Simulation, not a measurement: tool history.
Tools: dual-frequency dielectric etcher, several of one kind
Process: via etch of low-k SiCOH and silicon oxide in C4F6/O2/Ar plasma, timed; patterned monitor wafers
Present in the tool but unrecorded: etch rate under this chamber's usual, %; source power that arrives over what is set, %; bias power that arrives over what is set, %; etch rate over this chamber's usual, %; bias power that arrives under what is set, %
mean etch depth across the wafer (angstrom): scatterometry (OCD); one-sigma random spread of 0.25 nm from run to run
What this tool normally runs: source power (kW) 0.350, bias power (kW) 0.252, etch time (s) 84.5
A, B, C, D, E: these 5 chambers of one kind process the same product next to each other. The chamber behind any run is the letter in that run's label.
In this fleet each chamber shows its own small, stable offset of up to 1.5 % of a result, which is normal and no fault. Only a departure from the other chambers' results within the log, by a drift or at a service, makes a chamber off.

run	hour	source power (kW)	bias power (kW)	etch time (s)	hours since the last wet clean	hours since the last source power generator calibration	hours since the last bias power generator calibration	read-back reference wafer on the same gauge, depth_nm	mean etch depth across the wafer (angstrom)
# hour 3.8: chamber C: wet clean of the chamber
1C	11.1	0.350	0.252	84.5	7.4	1169.0	864.5	225.97	2512.9
2E	21.2	0.350	0.252	84.5	268.4	129.6	2763.4	225.96	2533.5
3B	33.2	0.350	0.252	84.5	120.7	1297.5	1331.3	225.97	2503.0
4A	46.5	0.350	0.252	84.5	286.0	1074.1	3044.5	225.84	2502.7
5D	54.4	0.350	0.252	84.5	107.4	765.1	1204.7	225.89	2527.5
6B	64.7	0.350	0.252	84.5	152.2	1329.0	1362.8	225.85	2502.7
7C	78.7	0.350	0.252	84.5	75.0	1236.6	932.1	225.82	2508.4
8A	89.9	0.350	0.252	84.5	329.4	1117.5	3087.9	225.82	2504.2
9D	100.0	0.350	0.252	68.0	153.0	810.7	1250.3	225.72	2033.8
10E	113.7	0.350	0.252	68.0	360.9	222.1	2855.9	225.72	2037.9
11C	125.0	0.350	0.252	68.0	121.3	1282.9	978.4	225.66	2020.7
12B	136.0	0.350	0.252	68.0	223.5	1400.3	1434.1	225.67	2014.0
13A	145.8	0.350	0.252	68.0	385.3	1173.4	3143.8	225.69	2012.3
14D	157.8	0.350	0.252	84.5	210.8	868.5	1308.1	225.65	2523.1
15E	164.1	0.350	0.252	84.5	411.3	272.5	2906.3	225.63	2532.8
16D	173.0	0.350	0.252	84.5	226.0	883.7	1323.3	225.56	2522.5
17A	180.1	0.350	0.252	84.5	419.6	1207.7	3178.1	225.62	2497.2
18B	188.6	0.350	0.252	84.5	276.1	1452.9	1486.7	225.61	2498.3
19E	195.0	0.350	0.252	84.5	442.2	303.4	2937.2	225.55	2531.0
20C	204.0	0.350	0.252	84.5	200.3	1361.9	1057.4	225.56	2505.4
21E	214.3	0.350	0.196	103.5	461.5	322.7	2956.5	225.51	2849.3
# hour 220.9: chamber E: wet clean of the chamber
22C	223.2	0.350	0.196	103.5	219.5	1381.1	1076.6	225.51	2823.6
23A	231.6	0.350	0.196	103.5	471.1	1259.2	3229.6	225.46	2819.9
24D	241.4	0.350	0.196	103.5	294.4	952.1	1391.7	225.38	2841.0
25B	250.4	0.350	0.196	103.5	337.9	1514.7	1548.5	225.43	2810.9
# hour 250.7: chamber A: wet clean of the chamber
26B	256.9	0.350	0.252	100.0	344.4	1521.2	1555.0	225.42	2956.1
27A	267.0	0.350	0.252	100.0	16.3	1294.6	3265.0	225.37	2959.6
28D	277.8	0.350	0.252	100.0	330.8	988.5	1428.1	225.36	2978.2
29E	286.0	0.350	0.252	100.0	65.1	394.4	3028.2	225.35	2996.1
30C	300.5	0.350	0.252	100.0	296.8	1458.4	1153.9	225.33	2961.5
31E	307.4	0.350	0.252	84.5	86.5	415.8	3049.6	225.34	2530.5
32A	315.2	0.350	0.252	84.5	64.5	1342.8	3313.2	225.28	2497.0
33D	324.3	0.350	0.252	84.5	377.3	1035.0	1474.6	225.25	2518.6
# hour 330.0: chamber B: wet clean of the chamber
34C	338.0	0.350	0.252	84.5	334.3	1495.9	1191.4	225.24	2503.0
# hour 342.2: chamber D: wet clean of the chamber
35B	347.6	0.350	0.252	84.5	17.7	1611.9	1645.7	225.25	2492.1
36D	361.2	0.350	0.252	84.5	19.0	1071.9	1511.5	225.16	2519.5
37C	371.3	0.350	0.252	84.5	367.6	1529.2	1224.7	225.12	2498.7
38A	380.5	0.350	0.252	84.5	129.8	1408.1	3378.5	225.07	2492.3
39B	390.5	0.350	0.252	84.5	60.6	1654.8	1688.6	225.15	2491.8
40E	398.0	0.350	0.252	84.5	177.1	506.4	3140.2	225.04	2524.0

Has any chamber moved away from the others, gradually or after a service, or does the common gauge drift, or do the chambers differ only by their own small steady offsets? State the chamber and the most likely cause if one applies.

It is the gauge, not a chamber: its drift shows up in every chamber's results at once, and no chamber is off.
What lies behind it: gauge reads low (%) = 0.412.

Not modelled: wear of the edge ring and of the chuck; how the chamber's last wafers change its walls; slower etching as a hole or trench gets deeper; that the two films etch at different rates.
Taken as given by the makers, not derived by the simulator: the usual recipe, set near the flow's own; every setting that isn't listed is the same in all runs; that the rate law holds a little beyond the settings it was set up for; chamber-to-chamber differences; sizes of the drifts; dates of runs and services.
